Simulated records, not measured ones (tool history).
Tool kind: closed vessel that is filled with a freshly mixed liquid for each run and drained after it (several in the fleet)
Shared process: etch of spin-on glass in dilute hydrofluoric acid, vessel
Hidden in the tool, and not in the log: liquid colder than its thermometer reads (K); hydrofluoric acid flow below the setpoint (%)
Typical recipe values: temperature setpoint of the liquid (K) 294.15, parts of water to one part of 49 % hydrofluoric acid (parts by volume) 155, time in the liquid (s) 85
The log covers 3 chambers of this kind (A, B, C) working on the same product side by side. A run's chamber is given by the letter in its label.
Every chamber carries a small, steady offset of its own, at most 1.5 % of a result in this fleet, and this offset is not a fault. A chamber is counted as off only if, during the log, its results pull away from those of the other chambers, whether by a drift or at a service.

run,hour,temperature setpoint of the liquid (K),parts of water to one part of 49 % hydrofluoric acid (parts by volume),time in the liquid (s),hours since the thermometer was replaced,hours since the hydrofluoric acid flow meter was replaced,"read-back film thickness of the spin-on glass reference wafer, read on the same gauge (nm)",thickness taken off the spin-on glass on a monitor wafer (Å)
1A,8.3,294.15,155,85,596.0,220.1,60.036,156.980
2B,12.0,294.15,155,85,363.9,1398.0,60.016,156.260
3C,16.2,294.15,155,85,118.4,1936.2,59.975,156.300
4C,23.0,294.15,155,85,125.2,1943.0,60.023,154.860
5A,27.0,294.15,155,85,614.7,238.8,60.014,156.640
6B,30.9,291.15,120,85,382.8,1416.9,60.006,185.940
7B,39.3,291.15,120,85,391.2,1425.3,59.979,184.890
8A,45.6,291.15,120,85,633.3,257.4,60.014,186.870
9C,52.7,294.15,155,85,154.9,1972.7,60.005,152.870
10C,58.6,294.15,155,85,160.8,1978.6,59.973,155.390
11B,63.9,294.15,155,85,415.8,1449.9,59.978,155.750
12A,70.2,297.15,155,85,657.9,282.0,60.019,176.980
13C,76.0,297.15,155,85,178.2,1996.0,60.022,173.990
14B,81.0,297.15,155,85,432.9,1467.0,59.974,174.390
15A,88.9,294.15,155,65,676.6,300.7,60.018,121.630
16B,97.0,294.15,155,65,448.9,1483.0,60.002,118.800
17C,103.1,294.15,155,65,205.3,2023.1,59.986,119.470
18A,110.7,294.15,155,85,698.4,322.5,59.966,156.790
19A,114.8,294.15,155,85,702.5,326.6,59.970,158.590
# hour 121.1: chamber C: hydrofluoric acid flow meter replaced
20B,123.0,294.15,155,85,474.9,1509.0,59.975,155.660
21C,131.0,292.65,155,135,233.2,10.0,60.065,233.280
22B,137.4,292.65,155,135,489.3,1523.4,60.026,233.030
23A,145.2,292.65,155,135,732.9,357.0,60.010,233.910
24C,150.3,294.15,90,85,252.5,29.3,60.006,284.660
25B,156.8,294.15,90,85,508.7,1542.8,59.934,285.590
26A,162.6,294.15,90,85,750.3,374.4,59.991,296.110
27C,167.3,294.15,155,85,269.5,46.3,60.004,154.820
28C,175.1,294.15,155,85,277.3,54.1,59.988,154.830
29B,181.5,294.15,155,85,533.4,1567.5,59.998,155.360
30A,189.1,290.15,155,125,776.8,400.9,60.043,194.960
31A,197.4,290.15,155,125,785.1,409.2,59.981,196.570
32B,201.5,290.15,155,125,553.4,1587.5,60.020,195.440
33C,206.7,294.15,155,85,308.9,85.7,60.027,155.310
34C,213.8,298.15,125,85,316.0,92.8,60.014,228.830
35B,219.8,298.15,125,85,571.7,1605.8,60.012,231.440
36A,224.3,298.15,125,85,812.0,436.1,59.982,236.280
37C,229.6,294.15,155,85,331.8,108.6,59.970,154.040
38A,235.3,294.15,155,85,823.0,447.1,59.987,156.660
39B,242.7,294.15,190,40,594.6,1628.7,60.000,57.310
40A,247.1,294.15,190,40,834.8,458.9,59.988,58.287
41B,253.5,294.15,190,40,605.4,1639.5,59.969,57.043
42C,260.6,294.15,195,55,362.8,139.6,59.974,76.731
# hour 260.8: chamber A: thermometer replaced
43A,265.4,294.15,195,55,4.7,477.2,59.973,76.920

What goes on in this fleet: one chamber off, a drifting gauge, or nothing beyond the chambers' own small offsets? Name the chamber and the cause, if any.

Nothing is wrong: each chamber keeps only its own small, steady offset and the gauge holds still.
